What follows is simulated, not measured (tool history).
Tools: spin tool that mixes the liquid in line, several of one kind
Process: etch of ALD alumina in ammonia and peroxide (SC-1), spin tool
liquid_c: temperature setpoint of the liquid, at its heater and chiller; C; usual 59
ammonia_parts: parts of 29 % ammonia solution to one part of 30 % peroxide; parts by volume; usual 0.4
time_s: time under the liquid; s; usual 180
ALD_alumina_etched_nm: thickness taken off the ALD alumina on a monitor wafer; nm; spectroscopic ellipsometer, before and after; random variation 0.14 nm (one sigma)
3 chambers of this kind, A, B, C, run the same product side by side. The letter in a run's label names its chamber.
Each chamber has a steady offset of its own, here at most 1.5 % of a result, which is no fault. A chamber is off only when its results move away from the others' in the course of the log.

| run | day | liquid_c | ammonia_parts | time_s | read-back film thickness of the ALD alumina reference wafer, read on the same gauge (nm) | ALD_alumina_etched_nm |
|---|---|---|---|---|---|---|
| 1C | 0.171 | 59 | 0.4 | 180 | 119.98 | 14.678 |
| 2B | 0.292 | 59 | 0.4 | 180 | 119.99 | 14.821 |
| 3A | 0.462 | 59 | 0.4 | 180 | 119.98 | 15.166 |
| 4B | 0.554 | 59 | 0.4 | 180 | 120 | 14.823 |
| 5A | 0.662 | 59 | 0.4 | 180 | 120 | 15.06 |
| 6C | 0.812 | 59 | 0.4 | 180 | 119.99 | 14.63 |
| 7C | 0.946 | 56 | 0.4 | 235 | 120.01 | 16.512 |
| 8B | 1.108 | 56 | 0.4 | 235 | 119.99 | 16.813 |
| 9A | 1.192 | 56 | 0.4 | 235 | 119.99 | 17.003 |
| 10B | 1.367 | 59 | 0.4 | 180 | 120 | 15.094 |
| 11A | 1.479 | 59 | 0.4 | 180 | 120 | 15.05 |
| 12C | 1.612 | 59 | 0.4 | 180 | 120 | 14.938 |
| 13C | 1.733 | 59 | 0.4 | 180 | 120 | 14.681 |
| 14B | 1.921 | 59 | 0.4 | 180 | 120 | 15.171 |
| 15A | 2.025 | 59 | 0.4 | 180 | 119.99 | 15.204 |
| 16A | 2.175 | 59 | 0.4 | 230 | 119.99 | 19.056 |
| 17C | 2.321 | 59 | 0.4 | 230 | 120.01 | 18.758 |
| 18B | 2.512 | 59 | 0.4 | 230 | 119.97 | 19.74 |
| 19B | 2.688 | 59 | 0.4 | 180 | 120.03 | 15.216 |
| 20A | 2.771 | 59 | 0.4 | 180 | 120.01 | 15.087 |
| 21C | 2.9 | 59 | 0.5 | 180 | 120.01 | 14.966 |
| 22A | 3.004 | 59 | 0.5 | 180 | 120.01 | 15.424 |
| 23B | 3.096 | 59 | 0.5 | 180 | 120.02 | 15.99 |
| 24C | 3.25 | 59 | 0.4 | 180 | 120.03 | 15.006 |
| 25C | 3.338 | 59 | 0.4 | 180 | 120 | 14.922 |
| 26B | 3.483 | 59 | 0.4 | 180 | 120.01 | 15.527 |

Next, every chamber runs the same settings. What will each give?
| 27A | 3.625 | 59 | 0.4 | 180 |  | ? |
| 27B | 3.625 | 59 | 0.4 | 180 |  | ? |
| 27C | 3.625 | 59 | 0.4 | 180 |  | ? |

| run | ALD_alumina_etched_nm |
|---|---|
| 27A | 15.029 |
| 27B | 15.737 |
| 27C | 14.925 |

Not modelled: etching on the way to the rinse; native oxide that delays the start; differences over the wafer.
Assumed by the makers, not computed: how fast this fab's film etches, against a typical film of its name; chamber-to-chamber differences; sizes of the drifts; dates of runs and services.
